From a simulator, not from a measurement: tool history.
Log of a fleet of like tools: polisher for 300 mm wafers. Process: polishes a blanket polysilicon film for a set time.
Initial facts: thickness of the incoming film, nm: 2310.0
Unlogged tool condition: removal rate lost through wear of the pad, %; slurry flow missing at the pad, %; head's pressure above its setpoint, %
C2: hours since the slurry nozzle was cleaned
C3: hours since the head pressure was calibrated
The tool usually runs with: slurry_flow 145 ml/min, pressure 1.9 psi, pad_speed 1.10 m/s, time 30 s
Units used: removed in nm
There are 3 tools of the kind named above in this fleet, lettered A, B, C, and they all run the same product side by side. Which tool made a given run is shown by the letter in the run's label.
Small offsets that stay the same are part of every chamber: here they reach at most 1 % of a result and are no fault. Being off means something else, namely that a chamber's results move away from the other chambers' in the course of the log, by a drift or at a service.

{"day": 0.054, "done": "chamber B: worn pad replaced by a new one"}
{"run": "1A", "day": 0.538, "slurry_flow": 145, "pressure": 1.9, "pad_speed": 1.1, "time": 30, "wafers polished on this pad": 678, "C2": 39.2, "C3": 474.0, "removed": 173.81}
{"run": "2C", "day": 1.067, "slurry_flow": 145, "pressure": 1.9, "pad_speed": 1.1, "time": 30, "wafers polished on this pad": 1392, "C2": 266.3, "C3": 1075.1, "removed": 174.49}
{"day": 1.071, "done": "chamber C: worn pad replaced by a new one"}
{"run": "3B", "day": 1.454, "slurry_flow": 145, "pressure": 1.9, "pad_speed": 1.1, "time": 30, "wafers polished on this pad": 317, "C2": 521.9, "C3": 592.9, "removed": 176.43}
{"run": "4A", "day": 2.05, "slurry_flow": 145, "pressure": 1.9, "pad_speed": 1.1, "time": 30, "wafers polished on this pad": 1020, "C2": 75.5, "C3": 510.3, "removed": 173.99}
{"run": "5C", "day": 2.604, "slurry_flow": 145, "pressure": 1.9, "pad_speed": 1.1, "time": 30, "wafers polished on this pad": 348, "C2": 303.2, "C3": 1112.0, "removed": 175.52}
{"day": 2.983, "done": "chamber A: worn pad replaced by a new one"}
{"run": "6B", "day": 3.133, "slurry_flow": 145, "pressure": 1.9, "pad_speed": 1.1, "time": 30, "wafers polished on this pad": 697, "C2": 562.2, "C3": 633.2, "removed": 173.45}
{"day": 3.329, "done": "chamber A: head pressure recalibrated"}
{"run": "7C", "day": 3.471, "slurry_flow": 145, "pressure": 1.9, "pad_speed": 1.1, "time": 30, "wafers polished on this pad": 544, "C2": 324.0, "C3": 1132.8, "removed": 176.35}
{"day": 3.479, "done": "chamber C: head pressure recalibrated"}
{"run": "8B", "day": 4.054, "slurry_flow": 145, "pressure": 1.9, "pad_speed": 1.1, "time": 30, "wafers polished on this pad": 906, "C2": 584.3, "C3": 655.3, "removed": 173.48}
{"day": 4.271, "done": "chamber C: slurry nozzle cleaned"}
{"run": "9A", "day": 4.571, "slurry_flow": 185, "pressure": 1.9, "pad_speed": 1.1, "time": 30, "wafers polished on this pad": 360, "C2": 136.0, "C3": 29.9, "removed": 181.07}
{"day": 4.638, "done": "chamber B: worn pad replaced by a new one"}
{"run": "10C", "day": 4.867, "slurry_flow": 185, "pressure": 1.9, "pad_speed": 1.1, "time": 30, "wafers polished on this pad": 860, "C2": 14.3, "C3": 33.3, "removed": 190.57}
{"run": "11A", "day": 5.429, "slurry_flow": 185, "pressure": 1.9, "pad_speed": 1.1, "time": 30, "wafers polished on this pad": 554, "C2": 156.6, "C3": 50.5, "removed": 180.19}
{"day": 5.8, "done": "chamber C: worn pad replaced by a new one"}
{"run": "12B", "day": 6.0, "slurry_flow": 145, "pressure": 1.9, "pad_speed": 1.1, "time": 30, "wafers polished on this pad": 309, "C2": 631.0, "C3": 702.0, "removed": 175.23}
{"run": "13C", "day": 6.462, "slurry_flow": 145, "pressure": 1.9, "pad_speed": 1.1, "time": 30, "wafers polished on this pad": 150, "C2": 52.6, "C3": 71.6, "removed": 182.42}
{"run": "14B", "day": 6.912, "slurry_flow": 145, "pressure": 1.9, "pad_speed": 1.1, "time": 30, "wafers polished on this pad": 516, "C2": 652.9, "C3": 723.9, "removed": 173.44}
{"run": "15A", "day": 7.342, "slurry_flow": 145, "pressure": 1.9, "pad_speed": 1.1, "time": 30, "wafers polished on this pad": 987, "C2": 202.5, "C3": 96.4, "removed": 174.32}
{"run": "16C", "day": 7.629, "slurry_flow": 145, "pressure": 1.9, "pad_speed": 1.1, "time": 30, "wafers polished on this pad": 414, "C2": 80.6, "C3": 99.6, "removed": 184.38}
{"run": "17B", "day": 8.033, "slurry_flow": 145, "pressure": 1.9, "pad_speed": 1.1, "time": 30, "wafers polished on this pad": 770, "C2": 679.8, "C3": 750.8, "removed": 171.91}
{"run": "18A", "day": 8.388, "slurry_flow": 145, "pressure": 1.9, "pad_speed": 1.1, "time": 30, "wafers polished on this pad": 1224, "C2": 227.6, "C3": 121.5, "removed": 172.84}
{"run": "19C", "day": 8.704, "slurry_flow": 190, "pressure": 1.9, "pad_speed": 0.76, "time": 30, "wafers polished on this pad": 658, "C2": 106.4, "C3": 125.4, "removed": 132.24}
{"run": "20B", "day": 8.983, "slurry_flow": 190, "pressure": 1.9, "pad_speed": 0.76, "time": 30, "wafers polished on this pad": 985, "C2": 702.6, "C3": 773.6, "removed": 124.03}

Has any chamber moved away from the others, gradually or after a service, or does the common gauge drift, or do the chambers differ only by their own small steady offsets? State the chamber and the most likely cause if one applies.

After it was serviced, chamber C no longer matches the other chambers.
Most likely cause: head's pressure above its setpoint, % = 4.31.

Here are 4 candidates for chamber C's next run, each the usual settings with a change, their results left as question marks. Which one brings its results back in line with what the others give on the usual settings?
Counts as in line when no further than this from what the other chambers average on the usual settings: removed 4.40 nm
{"run": "21C-1", "day": 9.442, "slurry_flow": 145, "pressure": 2.1, "pad_speed": 1.1, "time": 30, "removed": "?"}
{"run": "21C-2", "day": 9.442, "slurry_flow": 145, "pressure": 1.9, "pad_speed": 1.04, "time": 30, "removed": "?"}
{"run": "21C-3", "day": 9.442, "slurry_flow": 145, "pressure": 1.9, "pad_speed": 1.12, "time": 31, "removed": "?"}
{"run": "21C-4", "day": 9.442, "slurry_flow": 145, "pressure": 1.8, "pad_speed": 1.08, "time": 29, "removed": "?"}

Usual-settings mean across the other chambers: removed 173.54 nm
run=21C-1 removed=203.11
run=21C-2 removed=173.34
run=21C-3 removed=193.12
run=21C-4 removed=164.81
21C-2 puts the chamber back in line with the other chambers.
